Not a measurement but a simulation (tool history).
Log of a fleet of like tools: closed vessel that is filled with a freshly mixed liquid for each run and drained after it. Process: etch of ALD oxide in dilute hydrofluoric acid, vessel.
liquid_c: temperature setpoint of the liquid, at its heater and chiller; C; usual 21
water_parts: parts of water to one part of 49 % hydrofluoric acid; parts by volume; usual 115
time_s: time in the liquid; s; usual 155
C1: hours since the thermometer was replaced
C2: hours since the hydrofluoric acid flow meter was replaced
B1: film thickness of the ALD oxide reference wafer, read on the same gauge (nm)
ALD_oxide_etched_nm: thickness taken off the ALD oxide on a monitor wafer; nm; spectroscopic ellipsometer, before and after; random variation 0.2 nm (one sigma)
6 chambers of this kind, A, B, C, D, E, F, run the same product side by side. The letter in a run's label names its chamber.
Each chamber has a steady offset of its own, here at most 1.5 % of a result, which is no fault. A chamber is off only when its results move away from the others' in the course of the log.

{"run": "1F", "hour": 13.0, "liquid_c": 21, "water_parts": 115, "time_s": 155, "C1": 176.0, "C2": 245.2, "B1": 119.99, "ALD_oxide_etched_nm": 21.714}
{"run": "2C", "hour": 25.1, "liquid_c": 21, "water_parts": 115, "time_s": 155, "C1": 490.1, "C2": 202.1, "B1": 120.03, "ALD_oxide_etched_nm": 21.725}
{"run": "3D", "hour": 33.6, "liquid_c": 21, "water_parts": 115, "time_s": 155, "C1": 541.3, "C2": 637.5, "B1": 120.0, "ALD_oxide_etched_nm": 21.805}
{"run": "4A", "hour": 46.8, "liquid_c": 21, "water_parts": 115, "time_s": 155, "C1": 563.8, "C2": 406.9, "B1": 119.99, "ALD_oxide_etched_nm": 21.785}
{"run": "5B", "hour": 54.4, "liquid_c": 21, "water_parts": 115, "time_s": 155, "C1": 2028.3, "C2": 466.8, "B1": 119.99, "ALD_oxide_etched_nm": 21.59}
{"run": "6E", "hour": 63.6, "liquid_c": 21, "water_parts": 115, "time_s": 155, "C1": 843.8, "C2": 310.3, "B1": 120.01, "ALD_oxide_etched_nm": 21.643}
{"run": "7D", "hour": 75.3, "liquid_c": 21, "water_parts": 115, "time_s": 155, "C1": 583.0, "C2": 679.2, "B1": 120.0, "ALD_oxide_etched_nm": 21.699}
{"run": "8A", "hour": 86.1, "liquid_c": 21, "water_parts": 115, "time_s": 155, "C1": 603.1, "C2": 446.2, "B1": 119.97, "ALD_oxide_etched_nm": 21.783}
{"run": "9F", "hour": 98.7, "liquid_c": 21, "water_parts": 115, "time_s": 155, "C1": 261.7, "C2": 330.9, "B1": 119.97, "ALD_oxide_etched_nm": 21.875}
{"run": "10E", "hour": 107.8, "liquid_c": 21, "water_parts": 115, "time_s": 155, "C1": 888.0, "C2": 354.5, "B1": 120.02, "ALD_oxide_etched_nm": 21.8}
{"run": "11B", "hour": 114.6, "liquid_c": 21, "water_parts": 115, "time_s": 155, "C1": 2088.5, "C2": 527.0, "B1": 120.0, "ALD_oxide_etched_nm": 21.703}
{"hour": 117.3, "done": "chamber B: thermometer replaced"}
{"run": "12C", "hour": 122.4, "liquid_c": 21, "water_parts": 115, "time_s": 155, "C1": 587.4, "C2": 299.4, "B1": 120.01, "ALD_oxide_etched_nm": 22.171}
{"hour": 123.8, "done": "chamber E: thermometer replaced"}
{"run": "13A", "hour": 136.2, "liquid_c": 21, "water_parts": 115, "time_s": 155, "C1": 653.2, "C2": 496.3, "B1": 120.0, "ALD_oxide_etched_nm": 21.938}
{"run": "14D", "hour": 150.0, "liquid_c": 21, "water_parts": 115, "time_s": 155, "C1": 657.7, "C2": 753.9, "B1": 119.99, "ALD_oxide_etched_nm": 21.618}
{"run": "15B", "hour": 161.8, "liquid_c": 21, "water_parts": 115, "time_s": 155, "C1": 44.5, "C2": 574.2, "B1": 119.99, "ALD_oxide_etched_nm": 21.474}
{"hour": 170.4, "done": "chamber A: hydrofluoric acid flow meter replaced"}
{"run": "16F", "hour": 170.5, "liquid_c": 21, "water_parts": 115, "time_s": 155, "C1": 333.5, "C2": 402.7, "B1": 120.03, "ALD_oxide_etched_nm": 21.454}
{"run": "17C", "hour": 179.6, "liquid_c": 21, "water_parts": 115, "time_s": 155, "C1": 644.6, "C2": 356.6, "B1": 120.02, "ALD_oxide_etched_nm": 21.957}
{"run": "18E", "hour": 185.9, "liquid_c": 21, "water_parts": 115, "time_s": 155, "C1": 62.2, "C2": 432.6, "B1": 120.02, "ALD_oxide_etched_nm": 21.708}
{"run": "19D", "hour": 193.7, "liquid_c": 21, "water_parts": 115, "time_s": 90, "C1": 701.4, "C2": 797.6, "B1": 120.0, "ALD_oxide_etched_nm": 12.534}
{"run": "20B", "hour": 206.3, "liquid_c": 21, "water_parts": 115, "time_s": 90, "C1": 89.0, "C2": 618.7, "B1": 120.01, "ALD_oxide_etched_nm": 12.681}
{"run": "21F", "hour": 215.2, "liquid_c": 21, "water_parts": 115, "time_s": 90, "C1": 378.2, "C2": 447.4, "B1": 120.01, "ALD_oxide_etched_nm": 12.544}
{"run": "22A", "hour": 225.5, "liquid_c": 21, "water_parts": 115, "time_s": 90, "C1": 742.5, "C2": 55.2, "B1": 120.01, "ALD_oxide_etched_nm": 12.682}
{"run": "23E", "hour": 239.2, "liquid_c": 21, "water_parts": 115, "time_s": 90, "C1": 115.5, "C2": 485.9, "B1": 120.01, "ALD_oxide_etched_nm": 12.533}
{"run": "24C", "hour": 248.4, "liquid_c": 21, "water_parts": 115, "time_s": 90, "C1": 713.4, "C2": 425.4, "B1": 119.97, "ALD_oxide_etched_nm": 12.78}
{"run": "25C", "hour": 256.7, "liquid_c": 21, "water_parts": 150, "time_s": 65, "C1": 721.7, "C2": 433.7, "B1": 120.02, "ALD_oxide_etched_nm": 6.7606}
{"run": "26E", "hour": 264.1, "liquid_c": 21, "water_parts": 150, "time_s": 65, "C1": 140.4, "C2": 510.8, "B1": 119.99, "ALD_oxide_etched_nm": 6.7576}
{"run": "27F", "hour": 270.7, "liquid_c": 21, "water_parts": 150, "time_s": 65, "C1": 433.7, "C2": 502.9, "B1": 120.0, "ALD_oxide_etched_nm": 6.6552}
{"run": "28B", "hour": 277.8, "liquid_c": 21, "water_parts": 150, "time_s": 65, "C1": 160.5, "C2": 690.2, "B1": 119.99, "ALD_oxide_etched_nm": 6.7344}
{"run": "29D", "hour": 284.4, "liquid_c": 21, "water_parts": 150, "time_s": 65, "C1": 792.1, "C2": 888.3, "B1": 119.99, "ALD_oxide_etched_nm": 6.5953}
{"hour": 286.1, "done": "chamber B: hydrofluoric acid flow meter replaced"}
{"run": "30A", "hour": 292.4, "liquid_c": 21, "water_parts": 150, "time_s": 65, "C1": 809.4, "C2": 122.1, "B1": 120.0, "ALD_oxide_etched_nm": 6.6767}
{"run": "31D", "hour": 299.1, "liquid_c": 21, "water_parts": 115, "time_s": 155, "C1": 806.8, "C2": 903.0, "B1": 120.03, "ALD_oxide_etched_nm": 21.888}
{"run": "32B", "hour": 307.5, "liquid_c": 21, "water_parts": 115, "time_s": 155, "C1": 190.2, "C2": 21.5, "B1": 120.0, "ALD_oxide_etched_nm": 21.774}
{"hour": 307.8, "done": "chamber A: thermometer replaced"}
{"run": "33A", "hour": 316.5, "liquid_c": 21, "water_parts": 115, "time_s": 155, "C1": 8.7, "C2": 146.2, "B1": 120.02, "ALD_oxide_etched_nm": 22.013}
{"run": "34F", "hour": 323.6, "liquid_c": 21, "water_parts": 170, "time_s": 155, "C1": 486.6, "C2": 555.8, "B1": 120.0, "ALD_oxide_etched_nm": 13.757}
{"run": "35E", "hour": 333.3, "liquid_c": 21, "water_parts": 170, "time_s": 155, "C1": 209.6, "C2": 580.0, "B1": 119.99, "ALD_oxide_etched_nm": 13.568}
{"run": "36C", "hour": 345.2, "liquid_c": 21, "water_parts": 170, "time_s": 155, "C1": 810.2, "C2": 522.2, "B1": 119.99, "ALD_oxide_etched_nm": 14.097}

Is one chamber off against the others, does the gauge drift, or is nothing wrong? If a chamber is off, say which, and what the likeliest cause is.

No chamber stands off beyond its own small offset, and the gauge holds steady.
